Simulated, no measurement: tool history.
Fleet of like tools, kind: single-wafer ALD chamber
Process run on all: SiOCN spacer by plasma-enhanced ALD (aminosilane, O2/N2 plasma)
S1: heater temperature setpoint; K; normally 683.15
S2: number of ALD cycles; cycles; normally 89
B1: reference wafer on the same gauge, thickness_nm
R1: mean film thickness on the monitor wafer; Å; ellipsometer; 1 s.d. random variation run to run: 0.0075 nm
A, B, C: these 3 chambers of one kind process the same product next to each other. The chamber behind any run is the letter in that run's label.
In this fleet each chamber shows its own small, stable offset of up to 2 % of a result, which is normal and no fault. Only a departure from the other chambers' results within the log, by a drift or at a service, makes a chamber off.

Run 1A, day 0.625: usual settings; B1 4.6385. Result: R1 52.027 Å.
Run 2B, day 1.196: usual settings; B1 4.6425. Result: R1 52.966 Å.
Run 3C, day 1.788: usual settings; B1 4.6441. Result: R1 52.325 Å.
Run 4C, day 2.458: usual settings; B1 4.6430. Result: R1 52.514 Å.
Run 5B, day 2.971: usual settings; B1 4.6440. Result: R1 52.954 Å.
Run 6A, day 3.438: usual settings; B1 4.6454. Result: R1 52.306 Å.
Run 7C, day 3.967: usual settings; B1 4.6463. Result: R1 52.351 Å.
Run 8A, day 4.454: usual settings; B1 4.6461. Result: R1 52.220 Å.
Run 9B, day 5.112: usual settings; B1 4.6464. Result: R1 52.857 Å.
At day 5.408: chamber C: thermocouple changed; heater temperature recalibrated.
Run 10C, day 5.579: usual settings but S1 678.15 K, S2 98 cycles; B1 4.6466. Result: R1 58.670 Å.
Run 11A, day 6.058: usual settings but S1 678.15 K, S2 98 cycles; B1 4.6478. Result: R1 58.226 Å.
Run 12B, day 6.375: usual settings but S1 678.15 K, S2 98 cycles; B1 4.6486. Result: R1 59.268 Å.
Run 13A, day 6.821: usual settings but S1 677.15 K, S2 74 cycles; B1 4.6495. Result: R1 44.098 Å.
Run 14C, day 7.379: usual settings but S1 677.15 K, S2 74 cycles; B1 4.6501. Result: R1 44.501 Å.
Run 15B, day 7.754: usual settings but S1 677.15 K, S2 74 cycles; B1 4.6493. Result: R1 44.807 Å.
Run 16C, day 8.329: usual settings; B1 4.6519. Result: R1 52.539 Å.
Run 17A, day 8.858: usual settings; B1 4.6541. Result: R1 52.124 Å.
Run 18B, day 9.408: usual settings; B1 4.6531. Result: R1 52.938 Å.
Run 19C, day 10.029: usual settings but S1 673.15 K; B1 4.6534. Result: R1 54.143 Å.
Run 20B, day 10.538: usual settings but S1 673.15 K; B1 4.6547. Result: R1 54.638 Å.
Run 21A, day 11.079: usual settings but S1 673.15 K; B1 4.6531. Result: R1 53.880 Å.
Run 22A, day 11.488: usual settings; B1 4.6569. Result: R1 52.257 Å.
Run 23C, day 11.954: usual settings but S2 98 cycles; B1 4.6560. Result: R1 57.965 Å.
Run 24B, day 12.542: usual settings but S2 98 cycles; B1 4.6593. Result: R1 58.466 Å.
Run 25B, day 13.050: usual settings but S2 98 cycles; B1 4.6576. Result: R1 58.515 Å.
Run 26A, day 13.467: usual settings; B1 4.6578. Result: R1 52.270 Å.
Run 27C, day 13.867: usual settings; B1 4.6601. Result: R1 52.626 Å.
Run 28C, day 14.200: usual settings; B1 4.6583. Result: R1 52.614 Å.
Run 29A, day 14.867: usual settings but S1 678.15 K, S2 102 cycles; B1 4.6591. Result: R1 61.069 Å.
Run 30B, day 15.529: usual settings but S1 678.15 K, S2 102 cycles; B1 4.6621. Result: R1 61.764 Å.
Run 31A, day 15.867: usual settings but S1 678.15 K, S2 102 cycles; B1 4.6606. Result: R1 61.032 Å.
Run 32C, day 16.512: usual settings; B1 4.6642. Result: R1 52.455 Å.
Run 33B, day 17.167: usual settings but S2 106 cycles; B1 4.6648. Result: R1 63.227 Å.
Run 34B, day 17.812: usual settings but S2 106 cycles; B1 4.6652. Result: R1 63.252 Å.
Run 35A, day 18.383: usual settings but S2 106 cycles; B1 4.6649. Result: R1 62.464 Å.
Run 36C, day 18.733: usual settings but S1 693.15 K, S2 79 cycles; B1 4.6668. Result: R1 45.321 Å.
Run 37A, day 19.179: usual settings but S1 693.15 K, S2 79 cycles; B1 4.6664. Result: R1 45.113 Å.

For the next run the whole fleet of 3 chambers uses the same settings. Give each chamber's results:
Run 38A, day 19.658: usual settings but S1 676.15 K. Result: R1 ?.
Run 38B, day 19.658: usual settings but S1 676.15 K. Result: R1 ?.
Run 38C, day 19.658: usual settings but S1 676.15 K. Result: R1 ?.

run      R1
38A  53.557
38B  54.214
38C  53.848
